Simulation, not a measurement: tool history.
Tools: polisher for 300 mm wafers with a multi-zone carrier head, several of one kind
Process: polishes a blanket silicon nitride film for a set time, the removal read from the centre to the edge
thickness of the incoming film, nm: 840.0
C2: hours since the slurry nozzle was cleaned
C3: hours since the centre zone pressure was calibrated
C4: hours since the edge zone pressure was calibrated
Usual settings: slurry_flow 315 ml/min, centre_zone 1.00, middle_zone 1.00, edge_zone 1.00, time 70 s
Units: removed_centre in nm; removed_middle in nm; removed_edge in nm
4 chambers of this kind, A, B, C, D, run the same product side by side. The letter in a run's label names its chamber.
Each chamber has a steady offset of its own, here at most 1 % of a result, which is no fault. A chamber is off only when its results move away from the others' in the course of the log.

Run 1B, hour 7.5: usual settings; wafers polished on this pad 825; C2 198.2; C3 978.9; C4 257.1. Result: removed_centre 190.91 nm, removed_middle 194.00 nm, removed_edge 193.65 nm.
At hour 13.9: chamber B: worn pad replaced by a new one.
Run 2D, hour 21.0: usual settings; wafers polished on this pad 645; C2 146.3; C3 601.9; C4 84.7. Result: removed_centre 191.50 nm, removed_middle 191.14 nm, removed_edge 192.66 nm.
Run 3C, hour 32.9: usual settings; wafers polished on this pad 779; C2 166.4; C3 244.2; C4 372.7. Result: removed_centre 196.42 nm, removed_middle 188.40 nm, removed_edge 193.29 nm.
At hour 38.2: chamber A: slurry nozzle cleaned.
Run 4A, hour 45.5: usual settings; wafers polished on this pad 685; C2 7.4; C3 315.0; C4 134.7. Result: removed_centre 196.75 nm, removed_middle 186.32 nm, removed_edge 198.52 nm.
Run 5C, hour 58.6: usual settings; wafers polished on this pad 1035; C2 192.1; C3 269.9; C4 398.4. Result: removed_centre 189.92 nm, removed_middle 190.43 nm, removed_edge 192.05 nm.
At hour 61.1: chamber C: worn pad replaced by a new one.
Run 6B, hour 71.0: usual settings; wafers polished on this pad 568; C2 261.7; C3 1042.4; C4 320.6. Result: removed_centre 191.89 nm, removed_middle 189.14 nm, removed_edge 189.39 nm.
Run 7D, hour 79.9: usual settings but edge_zone 0.96, time 61 s; wafers polished on this pad 1231; C2 205.2; C3 660.8; C4 143.6. Result: removed_centre 163.59 nm, removed_middle 163.39 nm, removed_edge 165.55 nm.
Run 8A, hour 87.7: usual settings but edge_zone 0.96, time 61 s; wafers polished on this pad 1105; C2 49.6; C3 357.2; C4 176.9. Result: removed_centre 166.51 nm, removed_middle 164.93 nm, removed_edge 162.54 nm.
At hour 89.2: chamber B: worn pad replaced by a new one.
Run 9C, hour 99.8: usual settings but edge_zone 0.96, time 61 s; wafers polished on this pad 385; C2 233.3; C3 311.1; C4 439.6. Result: removed_centre 170.59 nm, removed_middle 165.67 nm, removed_edge 165.14 nm.
Run 10D, hour 107.9: usual settings but edge_zone 0.96, time 61 s; wafers polished on this pad 1510; C2 233.2; C3 688.8; C4 171.6. Result: removed_centre 165.83 nm, removed_middle 168.07 nm, removed_edge 166.32 nm.
Run 11B, hour 114.8: usual settings but slurry_flow 405 ml/min, middle_zone 0.92; wafers polished on this pad 254; C2 305.5; C3 1086.2; C4 364.4. Result: removed_centre 192.90 nm, removed_middle 174.27 nm, removed_edge 195.50 nm.
Run 12A, hour 125.9: usual settings but slurry_flow 405 ml/min, middle_zone 0.92; wafers polished on this pad 1485; C2 87.8; C3 395.4; C4 215.1. Result: removed_centre 196.36 nm, removed_middle 182.52 nm, removed_edge 192.92 nm.
Run 13A, hour 134.6: usual settings but slurry_flow 405 ml/min, middle_zone 0.92; wafers polished on this pad 1572; C2 96.5; C3 404.1; C4 223.8. Result: removed_centre 194.07 nm, removed_middle 177.36 nm, removed_edge 196.65 nm.
At hour 141.1: chamber A: worn pad replaced by a new one.
Run 14C, hour 143.6: usual settings but slurry_flow 405 ml/min, middle_zone 0.92; wafers polished on this pad 821; C2 277.1; C3 354.9; C4 483.4. Result: removed_centre 197.83 nm, removed_middle 183.50 nm, removed_edge 190.22 nm.
At hour 146.9: chamber B: slurry nozzle cleaned.
Run 15D, hour 153.4: usual settings but time 82 s; wafers polished on this pad 1963; C2 278.7; C3 734.3; C4 217.1. Result: removed_centre 217.81 nm, removed_middle 217.35 nm, removed_edge 220.67 nm.
At hour 155.3: chamber C: worn pad replaced by a new one.
At hour 161.4: chamber B: worn pad replaced by a new one.
Run 16B, hour 162.5: usual settings but time 82 s; wafers polished on this pad 11; C2 15.7; C3 1133.9; C4 412.1. Result: removed_centre 223.80 nm, removed_middle 222.63 nm, removed_edge 223.02 nm.
At hour 166.5: chamber B: centre zone pressure recalibrated.
At hour 167.9: chamber C: slurry nozzle cleaned.
Run 17C, hour 175.0: usual settings but time 82 s; wafers polished on this pad 196; C2 7.2; C3 386.3; C4 514.8. Result: removed_centre 228.29 nm, removed_middle 229.08 nm, removed_edge 229.77 nm.
At hour 186.9: chamber D: centre zone pressure recalibrated.
Run 18D, hour 188.5: usual settings but time 82 s; wafers polished on this pad 2312; C2 313.8; C3 1.6; C4 252.2. Result: removed_centre 217.42 nm, removed_middle 214.07 nm, removed_edge 210.79 nm.
Run 19A, hour 198.4: usual settings but slurry_flow 230 ml/min; wafers polished on this pad 570; C2 160.3; C3 467.9; C4 287.6. Result: removed_centre 184.26 nm, removed_middle 181.55 nm, removed_edge 185.34 nm.
At hour 205.9: chamber B: edge zone pressure recalibrated.
Run 20B, hour 210.6: usual settings but slurry_flow 230 ml/min; wafers polished on this pad 489; C2 63.8; C3 44.2; C4 4.7. Result: removed_centre 181.28 nm, removed_middle 182.72 nm, removed_edge 188.83 nm.
Run 21A, hour 223.9: usual settings but slurry_flow 230 ml/min; wafers polished on this pad 824; C2 185.8; C3 493.4; C4 313.1. Result: removed_centre 183.22 nm, removed_middle 183.41 nm, removed_edge 182.49 nm.
Run 22B, hour 233.0: usual settings but slurry_flow 230 ml/min; wafers polished on this pad 712; C2 86.2; C3 66.6; C4 27.1. Result: removed_centre 188.15 nm, removed_middle 183.96 nm, removed_edge 185.15 nm.
At hour 236.9: chamber A: centre zone pressure recalibrated.
Run 23D, hour 243.6: usual settings; wafers polished on this pad 2860; C2 368.9; C3 56.7; C4 307.3. Result: removed_centre 181.87 nm, removed_middle 184.71 nm, removed_edge 182.62 nm.
At hour 251.7: chamber C: worn pad replaced by a new one.
Run 24C, hour 256.1: usual settings; wafers polished on this pad 43; C2 88.3; C3 467.4; C4 595.9. Result: removed_centre 192.59 nm, removed_middle 192.54 nm, removed_edge 188.66 nm.
At hour 258.2: chamber B: worn pad replaced by a new one.
Run 25C, hour 268.7: usual settings; wafers polished on this pad 169; C2 100.9; C3 480.0; C4 608.5. Result: removed_centre 192.02 nm, removed_middle 191.25 nm, removed_edge 192.19 nm.
At hour 269.0: chamber D: slurry nozzle cleaned.
At hour 275.2: chamber A: slurry nozzle cleaned.
Run 26B, hour 281.1: usual settings; wafers polished on this pad 228; C2 134.3; C3 114.7; C4 75.2. Result: removed_centre 194.57 nm, removed_middle 189.17 nm, removed_edge 188.86 nm.
Run 27A, hour 287.3: usual settings but slurry_flow 410 ml/min; wafers polished on this pad 1455; C2 12.1; C3 50.4; C4 376.5. Result: removed_centre 197.25 nm, removed_middle 193.99 nm, removed_edge 196.00 nm.
Run 28D, hour 294.9: usual settings but slurry_flow 410 ml/min; wafers polished on this pad 3371; C2 25.9; C3 108.0; C4 358.6. Result: removed_centre 182.70 nm, removed_middle 183.39 nm, removed_edge 175.75 nm.
At hour 302.0: chamber A: worn pad replaced by a new one.
Run 29B, hour 303.0: usual settings but slurry_flow 410 ml/min; wafers polished on this pad 446; C2 156.2; C3 136.6; C4 97.1. Result: removed_centre 196.19 nm, removed_middle 190.47 nm, removed_edge 195.19 nm.
Run 30A, hour 310.4: usual settings but slurry_flow 410 ml/min; wafers polished on this pad 84; C2 35.2; C3 73.5; C4 399.6. Result: removed_centre 196.46 nm, removed_middle 194.47 nm, removed_edge 195.72 nm.
Run 31D, hour 323.6: usual settings; wafers polished on this pad 3656; C2 54.6; C3 136.7; C4 387.3. Result: removed_centre 172.87 nm, removed_middle 175.73 nm, removed_edge 172.95 nm.
Run 32C, hour 332.6: usual settings; wafers polished on this pad 805; C2 164.8; C3 543.9; C4 672.4. Result: removed_centre 188.46 nm, removed_middle 192.17 nm, removed_edge 198.46 nm.
Run 33D, hour 341.6: usual settings; wafers polished on this pad 3835; C2 72.6; C3 154.7; C4 405.3. Result: removed_centre 173.29 nm, removed_middle 170.04 nm, removed_edge 173.90 nm.
At hour 345.4: chamber C: worn pad replaced by a new one.
At hour 346.9: chamber B: worn pad replaced by a new one.
Run 34A, hour 354.8: usual settings; wafers polished on this pad 526; C2 79.6; C3 117.9; C4 444.0. Result: removed_centre 192.71 nm, removed_middle 191.72 nm, removed_edge 193.22 nm.
Run 35C, hour 360.6: usual settings; wafers polished on this pad 151; C2 192.8; C3 571.9; C4 700.4. Result: removed_centre 192.42 nm, removed_middle 190.78 nm, removed_edge 191.44 nm.
Run 36B, hour 373.0: usual settings; wafers polished on this pad 260; C2 226.2; C3 206.6; C4 167.1. Result: removed_centre 190.94 nm, removed_middle 186.43 nm, removed_edge 190.96 nm.
Run 37B, hour 385.2: usual settings; wafers polished on this pad 382; C2 238.4; C3 218.8; C4 179.3. Result: removed_centre 187.42 nm, removed_middle 189.38 nm, removed_edge 188.31 nm.
Run 38A, hour 397.0: usual settings; wafers polished on this pad 946; C2 121.8; C3 160.1; C4 486.2. Result: removed_centre 190.52 nm, removed_middle 187.88 nm, removed_edge 193.91 nm.
Run 39D, hour 404.0: usual settings; wafers polished on this pad 4456; C2 135.0; C3 217.1; C4 467.7. Result: removed_centre 167.40 nm, removed_middle 166.17 nm, removed_edge 169.39 nm.
Run 40C, hour 409.9: usual settings; wafers polished on this pad 642; C2 242.1; C3 621.2; C4 749.7. Result: removed_centre 190.74 nm, removed_middle 191.41 nm, removed_edge 192.78 nm.

All 4 chambers run these settings next. Forecast each chamber's results:
Run 41A, hour 419.6: usual settings but centre_zone 0.92. Result: removed_centre ?, removed_middle ?, removed_edge ?.
Run 41B, hour 419.6: usual settings but centre_zone 0.92. Result: removed_centre ?, removed_middle ?, removed_edge ?.
Run 41C, hour 419.6: usual settings but centre_zone 0.92. Result: removed_centre ?, removed_middle ?, removed_edge ?.
Run 41D, hour 419.6: usual settings but centre_zone 0.92. Result: removed_centre ?, removed_middle ?, removed_edge ?.

run  removed_centre  removed_middle  removed_edge
41A          174.31          189.70        185.41
41B          177.92          193.53        187.39
41C          174.18          191.90        191.53
41D          153.71          170.79        166.79

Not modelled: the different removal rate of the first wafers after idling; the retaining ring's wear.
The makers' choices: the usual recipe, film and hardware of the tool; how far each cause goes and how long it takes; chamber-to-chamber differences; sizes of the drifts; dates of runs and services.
